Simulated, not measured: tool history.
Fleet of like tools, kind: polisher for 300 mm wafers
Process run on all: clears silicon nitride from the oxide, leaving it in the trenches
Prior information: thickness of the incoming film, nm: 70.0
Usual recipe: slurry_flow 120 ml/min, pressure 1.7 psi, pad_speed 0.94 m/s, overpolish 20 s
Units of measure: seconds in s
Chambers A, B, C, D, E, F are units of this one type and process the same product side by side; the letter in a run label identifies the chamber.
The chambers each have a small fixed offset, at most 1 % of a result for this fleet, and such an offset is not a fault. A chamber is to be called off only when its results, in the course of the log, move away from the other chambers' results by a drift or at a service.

{"day": 0.083, "done": "chamber A: head pressure recalibrated"}
{"day": 0.162, "done": "chamber D: worn pad replaced by a new one"}
{"run": "1D", "day": 0.162, "slurry_flow": 120, "pressure": 1.7, "pad_speed": 0.94, "overpolish": 20, "seconds": 110.63}
{"run": "2F", "day": 0.317, "slurry_flow": 120, "pressure": 1.7, "pad_speed": 0.94, "overpolish": 20, "seconds": 111.16}
{"run": "3A", "day": 0.442, "slurry_flow": 120, "pressure": 1.7, "pad_speed": 0.94, "overpolish": 20, "seconds": 111.28}
{"run": "4B", "day": 0.542, "slurry_flow": 120, "pressure": 1.7, "pad_speed": 0.94, "overpolish": 20, "seconds": 111.44}
{"run": "5C", "day": 0.638, "slurry_flow": 120, "pressure": 1.7, "pad_speed": 0.94, "overpolish": 20, "seconds": 111.69}
{"day": 0.725, "done": "chamber C: worn pad replaced by a new one"}
{"run": "6E", "day": 0.783, "slurry_flow": 120, "pressure": 1.7, "pad_speed": 0.94, "overpolish": 20, "seconds": 112.31}
{"day": 0.854, "done": "chamber E: worn pad replaced by a new one"}
{"day": 0.892, "done": "chamber C: slurry nozzle cleaned"}
{"run": "7D", "day": 0.967, "slurry_flow": 130, "pressure": 2.1, "pad_speed": 0.94, "overpolish": 20, "seconds": 88.418}
{"run": "8E", "day": 1.146, "slurry_flow": 130, "pressure": 2.1, "pad_speed": 0.94, "overpolish": 20, "seconds": 90.095}
{"day": 1.312, "done": "chamber F: worn pad replaced by a new one"}
{"run": "9C", "day": 1.325, "slurry_flow": 130, "pressure": 2.1, "pad_speed": 0.94, "overpolish": 20, "seconds": 89.341}
{"run": "10A", "day": 1.412, "slurry_flow": 130, "pressure": 2.1, "pad_speed": 0.94, "overpolish": 20, "seconds": 90.243}
{"day": 1.496, "done": "chamber A: worn pad replaced by a new one"}
{"run": "11F", "day": 1.588, "slurry_flow": 130, "pressure": 2.1, "pad_speed": 0.94, "overpolish": 20, "seconds": 88.388}
{"run": "12B", "day": 1.688, "slurry_flow": 130, "pressure": 2.1, "pad_speed": 0.94, "overpolish": 20, "seconds": 90.159}
{"run": "13F", "day": 1.838, "slurry_flow": 120, "pressure": 1.7, "pad_speed": 0.94, "overpolish": 20, "seconds": 112.75}
{"run": "14E", "day": 1.925, "slurry_flow": 120, "pressure": 1.7, "pad_speed": 0.94, "overpolish": 20, "seconds": 113.44}
{"run": "15D", "day": 2.096, "slurry_flow": 120, "pressure": 1.7, "pad_speed": 0.94, "overpolish": 20, "seconds": 107.49}
{"run": "16C", "day": 2.179, "slurry_flow": 120, "pressure": 2, "pad_speed": 0.94, "overpolish": 9, "seconds": 94.121}
{"run": "17A", "day": 2.288, "slurry_flow": 120, "pressure": 2, "pad_speed": 0.94, "overpolish": 9, "seconds": 95.014}
{"run": "18B", "day": 2.45, "slurry_flow": 120, "pressure": 2, "pad_speed": 0.94, "overpolish": 9, "seconds": 96.685}
{"run": "19F", "day": 2.633, "slurry_flow": 120, "pressure": 2, "pad_speed": 0.94, "overpolish": 9, "seconds": 95.756}
{"day": 2.721, "done": "chamber B: slurry nozzle cleaned"}
{"run": "20C", "day": 2.779, "slurry_flow": 120, "pressure": 2, "pad_speed": 0.94, "overpolish": 9, "seconds": 95.345}
{"day": 2.879, "done": "chamber B: worn pad replaced by a new one"}
{"run": "21B", "day": 2.933, "slurry_flow": 120, "pressure": 2, "pad_speed": 0.94, "overpolish": 9, "seconds": 95.727}
{"run": "22A", "day": 3.067, "slurry_flow": 120, "pressure": 1.7, "pad_speed": 0.94, "overpolish": 20, "seconds": 110.8}
{"run": "23E", "day": 3.154, "slurry_flow": 120, "pressure": 1.7, "pad_speed": 0.94, "overpolish": 20, "seconds": 111.56}
{"run": "24D", "day": 3.333, "slurry_flow": 120, "pressure": 1.7, "pad_speed": 0.74, "overpolish": 20, "seconds": 133.46}
{"run": "25C", "day": 3.433, "slurry_flow": 120, "pressure": 1.7, "pad_speed": 0.74, "overpolish": 20, "seconds": 141.73}
{"run": "26F", "day": 3.571, "slurry_flow": 120, "pressure": 1.7, "pad_speed": 0.74, "overpolish": 20, "seconds": 140.31}
{"run": "27A", "day": 3.667, "slurry_flow": 120, "pressure": 1.7, "pad_speed": 0.74, "overpolish": 20, "seconds": 143.85}
{"run": "28B", "day": 3.804, "slurry_flow": 120, "pressure": 1.7, "pad_speed": 0.74, "overpolish": 20, "seconds": 144.79}
{"run": "29E", "day": 3.946, "slurry_flow": 120, "pressure": 1.7, "pad_speed": 0.74, "overpolish": 20, "seconds": 142.33}
{"run": "30D", "day": 4.071, "slurry_flow": 120, "pressure": 1.9, "pad_speed": 0.94, "overpolish": 25, "seconds": 94.235}
{"run": "31B", "day": 4.238, "slurry_flow": 120, "pressure": 1.9, "pad_speed": 0.94, "overpolish": 25, "seconds": 99.83}
{"run": "32E", "day": 4.404, "slurry_flow": 120, "pressure": 1.9, "pad_speed": 0.94, "overpolish": 25, "seconds": 100.01}
{"run": "33A", "day": 4.529, "slurry_flow": 120, "pressure": 1.9, "pad_speed": 0.94, "overpolish": 25, "seconds": 101.51}
{"run": "34D", "day": 4.617, "slurry_flow": 120, "pressure": 1.9, "pad_speed": 0.94, "overpolish": 25, "seconds": 93.065}
{"run": "35C", "day": 4.729, "slurry_flow": 120, "pressure": 1.9, "pad_speed": 0.94, "overpolish": 25, "seconds": 99.209}
{"run": "36F", "day": 4.867, "slurry_flow": 120, "pressure": 1.7, "pad_speed": 0.94, "overpolish": 20, "seconds": 110.88}
{"run": "37A", "day": 4.996, "slurry_flow": 120, "pressure": 1.7, "pad_speed": 0.94, "overpolish": 20, "seconds": 111.25}
{"run": "38B", "day": 5.162, "slurry_flow": 120, "pressure": 1.9, "pad_speed": 0.94, "overpolish": 29, "seconds": 100.05}
{"run": "39D", "day": 5.271, "slurry_flow": 120, "pressure": 1.9, "pad_speed": 0.94, "overpolish": 29, "seconds": 92.349}
{"run": "40F", "day": 5.425, "slurry_flow": 120, "pressure": 1.9, "pad_speed": 0.94, "overpolish": 29, "seconds": 101.14}
{"run": "41E", "day": 5.558, "slurry_flow": 120, "pressure": 1.9, "pad_speed": 0.94, "overpolish": 29, "seconds": 98.45}

Predict what each chamber gives when all 6 of them run the settings below next.
{"run": "42A", "day": 5.688, "slurry_flow": 120, "pressure": 1.7, "pad_speed": 0.94, "overpolish": 20, "seconds": "?"}
{"run": "42B", "day": 5.688, "slurry_flow": 120, "pressure": 1.7, "pad_speed": 0.94, "overpolish": 20, "seconds": "?"}
{"run": "42C", "day": 5.688, "slurry_flow": 120, "pressure": 1.7, "pad_speed": 0.94, "overpolish": 20, "seconds": "?"}
{"run": "42D", "day": 5.688, "slurry_flow": 120, "pressure": 1.7, "pad_speed": 0.94, "overpolish": 20, "seconds": "?"}
{"run": "42E", "day": 5.688, "slurry_flow": 120, "pressure": 1.7, "pad_speed": 0.94, "overpolish": 20, "seconds": "?"}
{"run": "42F", "day": 5.688, "slurry_flow": 120, "pressure": 1.7, "pad_speed": 0.94, "overpolish": 20, "seconds": "?"}

run=42A seconds=112.73
run=42B seconds=111.82
run=42C seconds=111.71
run=42D seconds=100.77
run=42E seconds=112.09
run=42F seconds=110.25

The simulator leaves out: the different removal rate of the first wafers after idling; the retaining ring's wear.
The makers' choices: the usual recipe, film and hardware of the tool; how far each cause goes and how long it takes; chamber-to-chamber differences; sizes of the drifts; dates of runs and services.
